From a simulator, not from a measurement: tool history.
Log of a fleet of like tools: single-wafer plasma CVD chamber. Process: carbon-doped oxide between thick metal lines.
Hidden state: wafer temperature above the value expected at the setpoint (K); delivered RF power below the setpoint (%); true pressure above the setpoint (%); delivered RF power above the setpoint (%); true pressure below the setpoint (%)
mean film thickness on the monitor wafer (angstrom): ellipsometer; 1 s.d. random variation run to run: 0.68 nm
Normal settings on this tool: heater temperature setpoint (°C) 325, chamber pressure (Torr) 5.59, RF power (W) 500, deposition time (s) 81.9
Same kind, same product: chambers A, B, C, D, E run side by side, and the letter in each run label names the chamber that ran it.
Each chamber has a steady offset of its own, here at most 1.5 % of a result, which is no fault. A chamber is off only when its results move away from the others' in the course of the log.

run	hour	heater temperature setpoint (°C)	chamber pressure (Torr)	RF power (W)	deposition time (s)	hours since the last thermocouple change	hours since the last RF generator calibration	hours since the last manometer calibration	read-back reference wafer on the same gauge, thickness_nm	mean film thickness on the monitor wafer (angstrom)
1B	13.5	325	5.59	500	81.9	1044.8	59.8	1435.3	362.97	4561.3
2E	21.9	325	5.59	500	81.9	1409.8	1133	1999.9	363.03	4526.1
3C	35.1	325	5.59	500	81.9	2157.3	912.9	634.6	362.89	4516.8
4D	48.3	325	5.59	500	81.9	1128.1	807.9	713.4	362.72	4587.3
5A	55.9	325	5.59	500	81.9	314.5	105.7	933.8	362.75	4479.2
6B	69.3	325	5.59	500	81.9	1100.6	115.6	1491.1	362.72	4548.9
7D	77.6	325	5.59	500	81.9	1157.4	837.2	742.7	362.57	4577.6
8A	85.6	325	5.59	500	81.9	344.2	135.4	963.5	362.55	4475.2
9C	93	325	5.59	500	81.9	2215.2	970.8	692.5	362.48	4520.3
10E	105.4	325	5.59	500	81.9	1493.3	1216.5	2083.4	362.51	4516.1
# hour 112.2: chamber E: capacitance manometer re-zeroed and calibrated
11E	118.2	325	5.59	500	81.9	1506.1	1229.3	6.1	362.42	4530
12A	126.4	325	5.59	410	74	385	176.2	1004.3	362.28	3531.3
13C	140.1	325	5.59	410	74	2262.3	1017.9	739.6	362.27	3548.4
14B	154.5	325	5.59	410	74	1185.8	200.8	1576.3	362.06	3601.9
# hour 158.4: chamber B: capacitance manometer re-zeroed and calibrated
15D	163.5	325	5.59	410	74	1243.3	923.1	828.6	361.94	3615.6
16D	172.8	325	5.59	410	74	1252.6	932.4	837.9	362.06	3606.2
17A	183.2	325	5.59	500	81.9	441.8	233	1061.1	362.05	4464.1
18B	190.9	325	5.59	500	81.9	1222.2	237.2	32.5	361.92	4548.9
19E	202.1	325	5.59	500	69.6	1590	1313.2	90	361.81	3848.7
20C	213.1	325	5.59	500	69.6	2335.3	1090.9	812.6	361.68	3838.3
21B	228.8	325	5.59	500	69.6	1260.1	275.1	70.4	361.8	3884
22C	242.8	325	5.59	500	69.6	2365	1120.6	842.3	361.64	3834.8
23E	250.2	325	5.59	500	69.6	1638.1	1361.3	138.1	361.71	3846.1
24D	257	325	5.59	500	81.9	1336.8	1016.6	922.1	361.49	4556.9
25A	271.3	325	5.59	500	81.9	529.9	321.1	1149.2	361.36	4460
# hour 279.2: chamber D: thermocouple changed; heater temperature recalibrated
26D	287.1	325	5.59	500	81.9	7.9	1046.7	952.2	361.48	4565.5
27E	297.8	325	5.59	500	81.9	1685.7	1408.9	185.7	361.32	4514
28B	307.8	325	5.59	500	81.9	1339.1	354.1	149.4	361.25	4555.8
29C	319.9	325	5.59	500	81.9	2442.1	1197.7	919.4	361.25	4512.9
30A	332	325	5.59	500	81.9	590.6	381.8	1209.9	361.11	4469
# hour 344.1: chamber C: thermocouple changed; heater temperature recalibrated
31C	345	325	5.59	500	81.9	0.9	1222.8	944.5	361.06	4503.1
32D	356.9	338	5.59	500	81.9	77.7	1116.5	1022	360.98	4374.7
33B	365.3	338	5.59	500	81.9	1396.6	411.6	206.9	360.91	4349.5
34E	372.7	338	5.59	500	81.9	1760.6	1483.8	260.6	361.04	4325.5
35A	388.6	338	5.59	500	81.9	647.2	438.4	1266.5	360.95	4271.2

Which is it: a chamber that has drifted or been left off by a service, a gauge drift common to all chambers, or only each chamber's usual small offset? If a chamber is off, name it and its likeliest cause.

The gauge drifts, so all chambers seem to drift together. No chamber is off.
Likeliest cause: gauge reads low (%) = 0.619.

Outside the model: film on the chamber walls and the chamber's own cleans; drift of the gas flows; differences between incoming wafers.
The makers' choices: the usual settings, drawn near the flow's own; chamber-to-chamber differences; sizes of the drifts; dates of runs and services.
